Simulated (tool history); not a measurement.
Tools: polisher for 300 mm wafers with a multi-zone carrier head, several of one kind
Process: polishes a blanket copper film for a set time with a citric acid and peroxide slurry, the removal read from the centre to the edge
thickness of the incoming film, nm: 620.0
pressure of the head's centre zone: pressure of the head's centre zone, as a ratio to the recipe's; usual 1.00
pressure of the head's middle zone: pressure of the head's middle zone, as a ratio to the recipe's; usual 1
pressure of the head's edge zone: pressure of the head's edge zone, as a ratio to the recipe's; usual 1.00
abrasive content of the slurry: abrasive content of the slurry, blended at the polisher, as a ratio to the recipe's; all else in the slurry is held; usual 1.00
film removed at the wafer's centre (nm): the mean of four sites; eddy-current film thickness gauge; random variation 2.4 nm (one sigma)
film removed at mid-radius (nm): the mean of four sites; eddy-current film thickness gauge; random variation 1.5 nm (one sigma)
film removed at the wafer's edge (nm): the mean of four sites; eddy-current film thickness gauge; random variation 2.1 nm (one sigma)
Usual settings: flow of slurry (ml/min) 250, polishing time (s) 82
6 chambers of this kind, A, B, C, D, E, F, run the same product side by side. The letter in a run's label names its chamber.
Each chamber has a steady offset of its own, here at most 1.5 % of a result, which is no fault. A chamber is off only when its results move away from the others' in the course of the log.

run,day,flow of slurry (ml/min),pressure of the head's centre zone,pressure of the head's middle zone,pressure of the head's edge zone,abrasive content of the slurry,polishing time (s),film removed at the wafer's centre (nm),film removed at mid-radius (nm),film removed at the wafer's edge (nm)
1C,0.312,250,1.00,1,1.00,1.00,82,204.10,200.01,203.67
2A,0.683,250,1.00,1,1.00,1.00,82,202.48,201.33,201.62
# day 0.971: chamber D: centre zone pressure recalibrated
3B,1.062,250,1.00,1,1.00,1.00,82,201.47,202.53,200.75
4E,1.608,250,1.00,1,1.00,1.00,82,198.11,201.21,199.14
# day 1.783: chamber C: edge zone pressure recalibrated
# day 2.021: chamber A: centre zone pressure recalibrated
5F,2.092,250,1.00,1,1.12,1.25,82,216.79,209.37,226.47
# day 2.521: chamber A: worn pad replaced by a new one
6D,2.579,250,1.00,1,1.12,1.25,82,207.72,208.75,233.44
7D,2.871,250,1.00,1,1.12,1.25,82,212.99,215.02,226.59
# day 3.050: chamber B: slurry nozzle cleaned
# day 3.062: chamber F: worn pad replaced by a new one
8C,3.162,250,1.00,1,1.12,1.25,82,211.61,209.20,225.78
9B,3.612,250,1.00,1,1.12,1.25,82,212.73,212.83,224.12
# day 3.617: chamber D: worn pad replaced by a new one
10A,4.121,250,1.00,1,1.12,1.25,82,209.17,212.82,226.71
# day 4.142: chamber C: worn pad replaced by a new one
# day 4.300: chamber A: slurry nozzle cleaned
# day 4.312: chamber E: centre zone pressure recalibrated
11E,4.429,250,1.00,1,1.00,1.00,82,200.65,195.98,198.39
12F,4.821,250,1.00,1,1.00,1.00,82,204.30,199.88,201.19
13A,5.075,250,0.89,1,1.00,1.00,82,178.38,201.66,199.48
14C,5.621,250,0.89,1,1.00,1.00,82,175.87,199.42,205.65
15E,5.962,250,0.89,1,1.00,1.00,82,172.20,195.07,195.50
# day 6.004: chamber A: worn pad replaced by a new one
16B,6.250,250,0.89,1,1.00,1.00,82,179.50,204.07,200.04
# day 6.467: chamber F: edge zone pressure recalibrated
# day 6.479: chamber F: worn pad replaced by a new one
# day 6.579: chamber B: edge zone pressure recalibrated
17D,6.600,250,0.89,1,1.00,1.00,82,174.70,202.44,202.97
# day 6.854: chamber B: worn pad replaced by a new one
18F,7.000,250,0.89,1,1.00,1.00,82,180.17,201.83,203.52
# day 7.008: chamber E: slurry nozzle cleaned
19F,7.367,250,1.00,1,1.00,1.00,82,204.78,200.45,202.15
# day 7.371: chamber B: centre zone pressure recalibrated
# day 7.550: chamber C: slurry nozzle cleaned
20B,7.792,250,1.00,1,1.00,1.00,82,203.90,198.86,202.10
# day 8.183: chamber F: slurry nozzle cleaned
21D,8.217,250,0.93,1,1.00,1.00,82,183.15,199.98,207.24
22E,8.775,250,0.93,1,1.00,1.00,82,174.33,191.74,191.75
# day 9.192: chamber C: worn pad replaced by a new one
23A,9.279,250,0.93,1,1.00,1.00,82,181.80,203.74,200.75
24C,9.675,250,0.93,1,1.00,1.00,82,185.46,202.57,203.76
# day 9.933: chamber A: worn pad replaced by a new one
# day 9.979: chamber F: worn pad replaced by a new one
25E,10.179,250,0.93,1,1.00,1.00,82,175.83,188.27,186.07
26B,10.679,250,0.93,1,1.00,1.00,82,185.63,198.26,195.52
27D,11.029,250,1.00,1,1.00,1.00,82,202.71,202.24,205.09
28A,11.321,250,1.00,1,1.00,1.00,82,201.80,203.64,202.15
29F,11.700,250,1.00,1,1.00,1.00,82,202.41,201.47,201.08
# day 11.712: chamber D: worn pad replaced by a new one
30C,12.129,250,1.00,1,1.00,1.00,82,202.00,203.10,205.01
# day 12.421: chamber E: edge zone pressure recalibrated
31C,12.621,250,1.00,1,1.00,1.00,82,205.21,198.78,203.29
# day 13.150: chamber F: worn pad replaced by a new one
32B,13.154,250,1.00,1,1.00,1.00,82,204.85,200.22,198.74
# day 13.233: chamber F: centre zone pressure recalibrated
33E,13.512,250,1.00,1,1.00,1.00,82,178.51,185.78,182.24
# day 13.558: chamber D: slurry nozzle cleaned
34D,13.917,250,1.00,1,1.00,1.00,82,202.23,205.31,203.49
# day 14.133: chamber A: worn pad replaced by a new one
35F,14.242,325,1.00,1,1.00,0.75,82,202.04,191.97,195.76
36A,14.567,325,1.00,1,1.00,0.75,82,198.56,197.21,192.36

Is one chamber off against the others, does the gauge drift, or is nothing wrong? If a chamber is off, say which, and what the likeliest cause is.

Chamber E drifts away from the others.
Cause: removal rate lost through wear of the pad, % = 11.1.

Here are 4 candidates for chamber E's next run, each the usual settings with a change, their results left as question marks. Which one brings its results back in line with what the others give on the usual settings?
In line means no further than this from the other chambers' mean on the usual settings: film removed at the wafer's centre (nm) 8.30; film removed at mid-radius (nm) 5.20; film removed at the wafer's edge (nm) 7.50
37E-1,14.975,250,1.00,0.99,1.01,1.00,92,?,?,?
37E-2,14.975,250,1.00,1.00,1.01,1.00,86,?,?,?
37E-3,14.975,250,1.00,1.00,0.99,1.00,78,?,?,?
37E-4,14.975,250,1.00,1.01,0.99,1.00,72,?,?,?

The other chambers' mean on the usual settings: film removed at the wafer's centre (nm) 202.25; film removed at mid-radius (nm) 201.68; film removed at the wafer's edge (nm) 202.86
run,film removed at the wafer's centre (nm),film removed at mid-radius (nm),film removed at the wafer's edge (nm)
37E-1,201.90,199.70,199.55
37E-2,188.75,188.41,186.51
37E-3,171.19,170.89,167.41
37E-4,158.03,159.20,154.51
37E-1 brings the chamber back in line.

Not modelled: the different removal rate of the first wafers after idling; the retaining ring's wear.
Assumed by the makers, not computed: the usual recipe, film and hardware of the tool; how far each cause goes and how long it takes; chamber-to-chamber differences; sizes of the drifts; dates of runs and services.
